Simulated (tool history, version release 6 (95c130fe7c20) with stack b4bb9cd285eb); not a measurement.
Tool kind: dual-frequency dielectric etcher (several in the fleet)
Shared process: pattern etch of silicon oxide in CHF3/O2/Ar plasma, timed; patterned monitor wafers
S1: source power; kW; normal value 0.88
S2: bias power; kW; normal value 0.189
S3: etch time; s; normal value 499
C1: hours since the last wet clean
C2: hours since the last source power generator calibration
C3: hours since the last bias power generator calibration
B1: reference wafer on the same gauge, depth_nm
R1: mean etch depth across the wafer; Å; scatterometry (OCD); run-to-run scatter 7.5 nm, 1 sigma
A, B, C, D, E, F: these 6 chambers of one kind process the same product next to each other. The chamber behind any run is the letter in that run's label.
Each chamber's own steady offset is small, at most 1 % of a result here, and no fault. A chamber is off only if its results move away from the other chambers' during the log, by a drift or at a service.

run   hour    S1     S2   S3     C1      C2      C3      B1      R1
 1C    9.5  0.88  0.189  499  233.4    1112  1759.1  1189.1   11770
 2E   17.9  0.88  0.189  499   94.8   125.4  2385.5  1189.4   11601
 3A     28  0.88  0.189  499  304.7  1393.6  4414.3  1189.5   11672
 4B   35.8  0.88  0.189  499  428.7  1219.8    2742  1189.9   11604
 5D   49.9  1.08  0.232  499  284.9   191.5   701.6  1187.7   13401
 6F   59.3  1.08  0.232  499  414.2  1068.3  1231.4    1192   13460
 7E   67.3  1.08  0.232  499  144.2   174.8  2434.9    1190   13529
 8D   82.2  1.08  0.232  499  317.2   223.8   733.9  1189.6   13305
 9B     98  1.08  0.232  499  490.9    1282  2804.2  1188.7   13445
     110.2  -- chamber F: wet clean of the chamber
     111.2  -- chamber D: wet clean of the chamber
10C  111.7  1.08  0.232  499  335.6  1214.2  1861.3  1188.5   13563
11A  122.4  0.88  0.189  499  399.1    1488  4508.7  1189.8   11691
       126  -- chamber E: bias power generator calibrated
12F    132  0.88  0.189  499   21.8    1141  1304.1  1191.4   11611
13F  141.1  0.96  0.189  599   30.9  1150.1  1313.2  1190.1   14459
14A  149.6  0.96  0.189  599  426.3  1515.2  4535.9  1188.1   14215
15E  158.2  0.96  0.189  599  235.1   265.7    32.2  1191.3   14443
16B    171  0.96  0.189  599  563.9    1355  2877.2  1188.9   14446
17D  180.8  0.96  0.189  599   69.7   322.4   832.5  1189.3   14254
     194.6  -- chamber B: wet clean of the chamber
18C  195.1  0.96  0.189  599    419  1297.6  1944.7  1190.6   14586
19B  210.8  0.88  0.189  499   16.3  1394.8    2917  1188.2   11262
20D  223.7  0.88  0.189  499  112.6   365.3   875.4  1190.6   11580
21F  235.1  0.88  0.189  499  124.9  1244.1  1407.2  1189.2   11498
22C  245.2  0.88  0.189  499  469.1  1347.7  1994.8  1189.4   11583
23A  254.7  0.88  0.189  499  531.4  1620.3    4641  1190.3   11685
24E  268.2  0.88  0.189  499  345.1   375.7   142.2  1189.3   11670
25C  275.9  0.88  0.189  499  499.8  1378.4  2025.5  1188.9   11688
26D    288  1.05  0.189  353  176.9   429.6   939.7  1188.8  8688.2
       293  -- chamber A: bias power generator calibrated
27E  304.1  1.05  0.189  353    381   411.6   178.1    1189  8690.3
28F  314.1  1.05  0.189  353  203.9  1323.1  1486.2    1191  8673.2
29A  323.6  1.05  0.189  353  600.3  1689.2    30.6  1192.3  8757.2
30B  337.1  1.05  0.189  353  142.6  1521.1  3043.3  1190.2  8664.9
31E  350.4  1.05  0.189  353  427.3   457.9   224.4  1190.7  8714.3
     352.8  -- chamber C: wet clean of the chamber
32F  363.9  0.88  0.189  499  253.7  1372.9    1536  1189.5   11456
       367  -- chamber A: wet clean of the chamber
33B  379.6  0.88  0.189  499  185.1  1563.6  3085.8  1190.6   11306
34C  390.5  0.88  0.189  499   37.8    1493  2140.1    1190   11580
35D  406.8  0.88  0.189  499  295.7   548.4  1058.5  1189.2   11578
36A    414  0.88  0.189  499     47  1779.6     121  1191.4   11425

One chamber off, gauge drift, or nothing amiss beyond the chambers' own small offsets? If it is a chamber, which one, and what is the likeliest cause?

After it was serviced, chamber B no longer matches the other chambers.
Likeliest cause: etch rate under this chamber's usual, % = 3.23.

Here are 4 candidates for chamber B's next run, each the usual settings with a change, their results left as question marks. Which one brings its results back in line with what the others give on the usual settings?
Counts as in line when no further than this from what the other chambers average on the usual settings: R1 260 Å
37B-1  425.7  0.87  0.189  467.5                   ?
37B-2  425.7  0.88  0.189    484                   ?
37B-3  425.7  0.89  0.192  528.5                   ?
37B-4  425.7  0.92  0.196    499                   ?

On the usual settings, the other chambers give on average: R1 11595 Å
  run     R1
37B-1  10486
37B-2  10903
37B-3  12019
37B-4  11571
37B-4 is the one that brings the chamber's results back in line with the other chambers.
